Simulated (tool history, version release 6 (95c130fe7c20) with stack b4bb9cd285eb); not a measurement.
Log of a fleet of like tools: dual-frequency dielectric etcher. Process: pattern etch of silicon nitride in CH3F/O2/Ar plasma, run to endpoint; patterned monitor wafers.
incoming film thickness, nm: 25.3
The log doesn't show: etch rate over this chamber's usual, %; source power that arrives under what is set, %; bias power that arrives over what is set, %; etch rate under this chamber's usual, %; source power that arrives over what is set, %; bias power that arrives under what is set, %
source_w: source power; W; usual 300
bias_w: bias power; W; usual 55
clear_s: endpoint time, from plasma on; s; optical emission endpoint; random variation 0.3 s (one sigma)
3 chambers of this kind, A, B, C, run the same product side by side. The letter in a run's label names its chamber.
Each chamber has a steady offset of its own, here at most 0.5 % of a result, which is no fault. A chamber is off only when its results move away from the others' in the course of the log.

run,day,source_w,bias_w,hours since the last wet clean,hours since the last source power generator calibration,hours since the last bias power generator calibration,clear_s
1C,0.462,300,55,223.7,189.7,1138.2,44.867
2B,0.829,300,55,370.7,767.0,799.2,44.457
3A,1.162,300,55,86.7,2412.3,1553.9,44.476
4A,1.712,300,55,99.9,2425.5,1567.1,45.120
5B,2.175,300,62,403.0,799.3,831.5,43.088
6C,2.729,300,62,278.1,244.1,1192.6,43.568
7B,3.067,300,62,424.4,820.7,852.9,42.884
8A,3.592,300,55,145.0,2470.6,1612.2,44.681
9C,3.917,300,55,306.6,272.6,1221.1,44.854
10A,4.229,300,55,160.3,2485.9,1627.5,45.102
11C,4.646,300,55,324.1,290.1,1238.6,44.929
12B,5.104,300,55,473.3,869.6,901.8,45.086
13A,5.621,300,55,193.7,2519.3,1660.9,45.031
14C,6.129,300,55,359.7,325.7,1274.2,45.261
15B,6.771,300,55,513.3,909.6,941.8,44.666
16B,7.296,300,55,525.9,922.2,954.4,45.952
17C,7.754,300,55,398.7,364.7,1313.2,44.877
18A,8.200,300,55,255.6,2581.2,1722.8,44.925
19C,8.729,300,55,422.1,388.1,1336.6,44.873
20A,9.267,300,55,281.2,2606.8,1748.4,44.460
21B,9.633,300,55,582.0,978.3,1010.5,45.856
22B,10.162,300,55,594.7,991.0,1023.2,45.618
23A,10.546,300,55,311.9,2637.5,1779.1,45.300
24C,11.108,370,55,479.2,445.2,1393.7,42.076
25B,11.625,370,55,629.8,1026.1,1058.3,42.582
# day 12.038: chamber C: wet clean of the chamber
26A,12.167,370,55,350.8,2676.4,1818.0,41.377
27C,12.704,300,55,16.0,483.5,1432.0,45.368
28A,13.246,300,55,376.7,2702.3,1843.9,44.222
29B,13.562,340,59,676.3,1072.6,1104.8,42.916
30C,13.917,340,59,45.1,512.6,1461.1,42.193
31C,14.375,340,59,56.1,523.6,1472.1,41.711
32A,14.900,300,55,416.4,2742.0,1883.6,45.204
33B,15.483,300,55,722.4,1118.7,1150.9,45.982
34C,15.896,300,55,92.6,560.1,1508.6,44.936
35A,16.425,300,55,453.0,2778.6,1920.2,44.786
36B,16.921,300,55,756.9,1153.2,1185.4,46.155
37A,17.208,300,55,471.8,2797.4,1939.0,44.473
38B,17.671,300,55,774.9,1171.2,1203.4,46.617
39C,18.038,300,55,144.0,611.5,1560.0,44.593
40C,18.488,300,55,154.8,622.3,1570.8,44.875
41B,18.954,300,55,805.7,1202.0,1234.2,46.564
42A,19.504,300,55,526.9,2852.5,1994.1,44.721
43C,19.788,300,55,186.0,653.5,1602.0,45.411

What goes on in this fleet: one chamber off, a drifting gauge, or nothing beyond the chambers' own small offsets? Name the chamber and the cause, if any.

Chamber B drifts away from the others.
Cause: etch rate under this chamber's usual, % = 4.2.

Here are 4 candidates for chamber B's next run, each the usual settings with a change, their results left as question marks. Which one brings its results back in line with what the others give on the usual settings?
In line means no further than this from the other chambers' mean on the usual settings: clear_s 1.000 s
44B-1,20.246,280,53,,,,?
44B-2,20.246,250,55,,,,?
44B-3,20.246,320,57,,,,?
44B-4,20.246,340,60,,,,?

The other chambers' mean on the usual settings: clear_s 44.925 s
run,clear_s
44B-1,48.489
44B-2,50.072
44B-3,44.951
44B-4,43.172
44B-3 brings the chamber back in line.

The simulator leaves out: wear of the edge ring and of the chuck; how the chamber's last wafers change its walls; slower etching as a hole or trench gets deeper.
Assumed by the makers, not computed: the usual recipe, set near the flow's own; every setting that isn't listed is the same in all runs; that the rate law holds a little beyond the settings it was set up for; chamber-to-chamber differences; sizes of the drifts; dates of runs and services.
